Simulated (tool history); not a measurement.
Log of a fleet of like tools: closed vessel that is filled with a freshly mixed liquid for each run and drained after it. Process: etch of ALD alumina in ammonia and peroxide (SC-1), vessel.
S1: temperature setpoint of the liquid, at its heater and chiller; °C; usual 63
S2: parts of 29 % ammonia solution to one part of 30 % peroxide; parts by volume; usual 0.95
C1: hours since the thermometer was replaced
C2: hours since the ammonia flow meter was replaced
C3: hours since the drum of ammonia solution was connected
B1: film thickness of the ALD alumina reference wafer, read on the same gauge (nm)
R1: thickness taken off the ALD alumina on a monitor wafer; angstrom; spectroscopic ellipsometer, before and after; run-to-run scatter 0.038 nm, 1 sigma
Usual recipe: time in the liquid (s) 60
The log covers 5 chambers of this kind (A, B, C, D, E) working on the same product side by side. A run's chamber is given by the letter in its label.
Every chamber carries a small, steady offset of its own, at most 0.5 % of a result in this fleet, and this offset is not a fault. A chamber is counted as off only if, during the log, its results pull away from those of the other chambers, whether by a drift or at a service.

run 1E hour=7.7 | S1=63 S2=0.95 time_in_the_liquid_(s)=60 | C1=238.1 C2=673 C3=465.1 | B1=39.998 | R1=88.362
run 2C hour=13.7 | S1=63 S2=0.95 time_in_the_liquid_(s)=60 | C1=1571.5 C2=55.3 C3=66.5 | B1=40.021 | R1=89.319
run 3A hour=20.1 | S1=63 S2=0.95 time_in_the_liquid_(s)=60 | C1=97.9 C2=106.1 C3=999.1 | B1=40.006 | R1=89.176
run 4D hour=28 | S1=63 S2=0.95 time_in_the_liquid_(s)=60 | C1=858 C2=1977.9 C3=183.8 | B1=40.015 | R1=89.029
-- hour=34.2 chamber A: new drum of ammonia solution connected
run 5B hour=34.9 | S1=54 S2=0.95 time_in_the_liquid_(s)=50 | C1=235.1 C2=383.9 C3=523.1 | B1=40.004 | R1=46.113
-- hour=37.9 chamber D: ammonia flow meter replaced
run 6A hour=40.5 | S1=54 S2=0.95 time_in_the_liquid_(s)=50 | C1=118.3 C2=126.5 C3=6.4 | B1=40.005 | R1=46.394
run 7D hour=45.7 | S1=54 S2=0.95 time_in_the_liquid_(s)=50 | C1=875.7 C2=7.9 C3=201.5 | B1=39.983 | R1=45.814
run 8B hour=50.6 | S1=54 S2=0.95 time_in_the_liquid_(s)=50 | C1=250.8 C2=399.6 C3=538.8 | B1=39.988 | R1=46.027
run 9C hour=56.5 | S1=54 S2=0.95 time_in_the_liquid_(s)=50 | C1=1614.3 C2=98.1 C3=109.3 | B1=39.957 | R1=46.772
run 10E hour=61.8 | S1=63 S2=0.7 time_in_the_liquid_(s)=60 | C1=292.2 C2=727.1 C3=519.2 | B1=39.947 | R1=85.754
run 11E hour=67.6 | S1=63 S2=0.7 time_in_the_liquid_(s)=60 | C1=298 C2=732.9 C3=525 | B1=40.057 | R1=85.959
run 12C hour=74.8 | S1=63 S2=0.7 time_in_the_liquid_(s)=60 | C1=1632.6 C2=116.4 C3=127.6 | B1=39.98 | R1=86.893
-- hour=78.7 chamber B: new drum of ammonia solution connected
run 13A hour=82.8 | S1=63 S2=0.7 time_in_the_liquid_(s)=60 | C1=160.6 C2=168.8 C3=48.7 | B1=40.007 | R1=86.593
run 14D hour=88.6 | S1=63 S2=0.7 time_in_the_liquid_(s)=60 | C1=918.6 C2=50.8 C3=244.4 | B1=39.967 | R1=85.006
run 15B hour=95.5 | S1=63 S2=0.95 time_in_the_liquid_(s)=60 | C1=295.7 C2=444.5 C3=16.8 | B1=40.009 | R1=88.221
run 16A hour=101.6 | S1=63 S2=0.95 time_in_the_liquid_(s)=60 | C1=179.4 C2=187.6 C3=67.5 | B1=39.955 | R1=88.779
run 17E hour=107.9 | S1=63 S2=0.95 time_in_the_liquid_(s)=60 | C1=338.3 C2=773.2 C3=565.3 | B1=40.009 | R1=89.011
run 18C hour=114.6 | S1=63 S2=0.95 time_in_the_liquid_(s)=60 | C1=1672.4 C2=156.2 C3=167.4 | B1=39.99 | R1=89.437
run 19D hour=120.5 | S1=63 S2=0.6 time_in_the_liquid_(s)=85 | C1=950.5 C2=82.7 C3=276.3 | B1=40.031 | R1=118.04
run 20B hour=125.6 | S1=63 S2=0.6 time_in_the_liquid_(s)=85 | C1=325.8 C2=474.6 C3=46.9 | B1=39.979 | R1=120.09
run 21E hour=133.2 | S1=63 S2=0.6 time_in_the_liquid_(s)=85 | C1=363.6 C2=798.5 C3=590.6 | B1=40.013 | R1=120.8
run 22A hour=140.3 | S1=63 S2=0.6 time_in_the_liquid_(s)=85 | C1=218.1 C2=226.3 C3=106.2 | B1=39.99 | R1=120.23
run 23D hour=145.7 | S1=63 S2=0.6 time_in_the_liquid_(s)=85 | C1=975.7 C2=107.9 C3=301.5 | B1=40 | R1=115.71
run 24B hour=151.9 | S1=63 S2=0.95 time_in_the_liquid_(s)=60 | C1=352.1 C2=500.9 C3=73.2 | B1=39.977 | R1=88.761
run 25C hour=157.2 | S1=63 S2=0.95 time_in_the_liquid_(s)=60 | C1=1715 C2=198.8 C3=210 | B1=40.005 | R1=89.23
run 26A hour=160.9 | S1=63 S2=0.95 time_in_the_liquid_(s)=60 | C1=238.7 C2=246.9 C3=126.8 | B1=39.987 | R1=89.525
run 27E hour=166.9 | S1=63 S2=0.95 time_in_the_liquid_(s)=60 | C1=397.3 C2=832.2 C3=624.3 | B1=39.997 | R1=88.132
run 28C hour=172.9 | S1=63 S2=0.55 time_in_the_liquid_(s)=75 | C1=1730.7 C2=214.5 C3=225.7 | B1=40.037 | R1=106.55
run 29D hour=179.6 | S1=63 S2=0.55 time_in_the_liquid_(s)=75 | C1=1009.6 C2=141.8 C3=335.4 | B1=40.006 | R1=101.37
run 30B hour=185.9 | S1=63 S2=0.55 time_in_the_liquid_(s)=75 | C1=386.1 C2=534.9 C3=107.2 | B1=39.976 | R1=105.35
run 31E hour=192.7 | S1=63 S2=0.55 time_in_the_liquid_(s)=75 | C1=423.1 C2=858 C3=650.1 | B1=40.005 | R1=105.44
run 32D hour=197.3 | S1=63 S2=0.55 time_in_the_liquid_(s)=75 | C1=1027.3 C2=159.5 C3=353.1 | B1=40.032 | R1=100.39
run 33B hour=201.3 | S1=63 S2=0.95 time_in_the_liquid_(s)=60 | C1=401.5 C2=550.3 C3=122.6 | B1=40.022 | R1=88.947
run 34A hour=205.9 | S1=63 S2=0.95 time_in_the_liquid_(s)=60 | C1=283.7 C2=291.9 C3=171.8 | B1=40.003 | R1=89.198

Predict what each chamber gives when all 5 of them run the settings below next.
run 35A hour=211.6 | S1=63 S2=0.55 time_in_the_liquid_(s)=60 | R1=?
run 35B hour=211.6 | S1=63 S2=0.55 time_in_the_liquid_(s)=60 | R1=?
run 35C hour=211.6 | S1=63 S2=0.55 time_in_the_liquid_(s)=60 | R1=?
run 35D hour=211.6 | S1=63 S2=0.55 time_in_the_liquid_(s)=60 | R1=?
run 35E hour=211.6 | S1=63 S2=0.55 time_in_the_liquid_(s)=60 | R1=?

run=35A R1=84.766
run=35B R1=83.539
run=35C R1=84.943
run=35D R1=80.019
run=35E R1=83.382

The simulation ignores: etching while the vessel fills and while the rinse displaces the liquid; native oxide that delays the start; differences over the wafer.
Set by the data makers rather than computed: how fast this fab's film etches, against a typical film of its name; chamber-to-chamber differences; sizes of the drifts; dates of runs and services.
